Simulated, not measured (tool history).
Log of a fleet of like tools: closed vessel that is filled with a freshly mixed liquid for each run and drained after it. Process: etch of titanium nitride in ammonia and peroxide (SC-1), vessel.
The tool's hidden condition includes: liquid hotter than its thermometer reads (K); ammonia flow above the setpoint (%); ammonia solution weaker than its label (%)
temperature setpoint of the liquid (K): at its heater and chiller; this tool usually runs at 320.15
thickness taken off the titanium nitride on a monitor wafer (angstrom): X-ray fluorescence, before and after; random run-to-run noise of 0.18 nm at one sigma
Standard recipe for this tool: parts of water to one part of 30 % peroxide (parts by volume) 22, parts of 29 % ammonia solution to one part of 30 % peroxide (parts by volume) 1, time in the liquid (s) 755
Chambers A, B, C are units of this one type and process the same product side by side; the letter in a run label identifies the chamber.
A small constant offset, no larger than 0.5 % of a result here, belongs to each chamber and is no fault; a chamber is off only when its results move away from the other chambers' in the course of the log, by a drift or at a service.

run,hour,temperature setpoint of the liquid (K),parts of water to one part of 30 % peroxide (parts by volume),parts of 29 % ammonia solution to one part of 30 % peroxide (parts by volume),time in the liquid (s),hours since the thermometer was replaced,hours since the ammonia flow meter was replaced,hours since the drum of ammonia solution was connected,"read-back film thickness of the titanium nitride reference wafer, read on the same gauge (nm)",thickness taken off the titanium nitride on a monitor wafer (angstrom)
1C,4.3,320.15,22,1,755,148.2,31.7,330,69.98,224.15
2B,10.6,320.15,22,1,755,216.8,795.4,308.6,70.008,225.39
3A,14.9,320.15,22,1,755,711.2,1190,281.4,69.994,227.68
4B,20.5,320.15,22,1,755,226.7,805.3,318.5,70.003,228.25
5C,23.9,320.15,22,1,755,167.8,51.3,349.6,69.979,225.84
# hour 27.5: chamber C: new drum of ammonia solution connected
6A,29.2,320.15,22,1,755,725.5,1204.3,295.7,70.007,223.89
7C,33.8,320.15,22,1,755,177.7,61.2,6.3,69.968,229.61
8B,38,320.15,22,1,755,244.2,822.8,336,69.991,226.38
# hour 43.2: chamber A: new drum of ammonia solution connected
9A,43.8,320.15,22,1,755,740.1,1218.9,0.6,70.016,228.39
10B,50.3,320.15,22,1,755,256.5,835.1,348.3,70.014,228.63
11A,53.6,320.15,22,1,755,749.9,1228.7,10.4,69.994,226.08
12C,59.8,320.15,22,1,755,203.7,87.2,32.3,70.042,232.8
13C,66.1,320.15,22,1,755,210,93.5,38.6,70.015,239.36
14B,69.8,320.15,22,1,755,276,854.6,367.8,69.974,225.26
15A,73.9,320.15,22,1,755,770.2,1249,30.7,70.007,231.82
16C,79.8,320.15,22,1,1140,223.7,107.2,52.3,70.024,359.81
17A,83.4,320.15,22,1,1140,779.7,1258.5,40.2,69.986,340.62
18B,88.1,320.15,22,1,1140,294.3,872.9,386.1,69.99,341.82
19C,93.3,320.15,22,1,755,237.2,120.7,65.8,70.004,241.29
20A,96.6,320.15,22,1,755,792.9,1271.7,53.4,70.007,229.39
21B,101.6,320.15,22,1,755,307.8,886.4,399.6,70.022,227.04
22B,106.4,320.15,22,1,755,312.6,891.2,404.4,70.013,227.46
23A,112.7,320.15,28.5,0.6,755,809,1287.8,69.5,70.002,178.21
24C,117.9,320.15,28.5,0.6,755,261.8,145.3,90.4,69.999,193.81
25A,122.9,320.15,28.5,0.6,755,819.2,1298,79.7,70.006,180.75
26C,128.2,320.15,22,1,755,272.1,155.6,100.7,70.02,244.31
27B,132.3,320.15,22,1,755,338.5,917.1,430.3,70.003,230.41
28B,136.2,320.15,22,1,755,342.4,921,434.2,70.017,228.15
29A,142.2,315.65,22,1.2,755,838.5,1317.3,99,70.01,167.8
30C,148.4,315.65,22,1.2,755,292.3,175.8,120.9,70.001,187.56
31A,151.5,315.65,22,1.2,755,847.8,1326.6,108.3,70.01,169.3
32B,156.4,320.15,22,1,755,362.6,941.2,454.4,70.046,227.99
33C,161.1,320.15,22,1,755,305,188.5,133.6,69.984,252.96

Is one chamber out of step, is the gauge drifting, or do the chambers differ by no more than their own small offsets? For an off chamber, give its letter and the likeliest cause.

Chamber C drifts away from the others.
Most likely cause: liquid hotter than its thermometer reads (K) = 1.57.

Below are 4 candidate recipes for chamber C's next run, each the usual settings with a change, their results shown as question marks. Which of them brings C's results back in line with what the other chambers give on the usual settings?
Allowed miss from the other chambers' usual-settings mean, per result, to count as in line: thickness taken off the titanium nitride on a monitor wafer (angstrom) 6.4
34C-1,165.8,321.65,21.5,1,810,,,,,?
34C-2,165.8,320.15,26.5,1,755,,,,,?
34C-3,165.8,318.65,22.5,1,700,,,,,?
34C-4,165.8,320.15,18,1,755,,,,,?

On the usual settings, the other chambers give on average: thickness taken off the titanium nitride on a monitor wafer (angstrom) 226.93
run,thickness taken off the titanium nitride on a monitor wafer (angstrom)
34C-1,306.94
34C-2,229.22
34C-3,208.95
34C-4,283.25
The right change is 34C-2: it brings the chamber back within the allowed miss of the others.
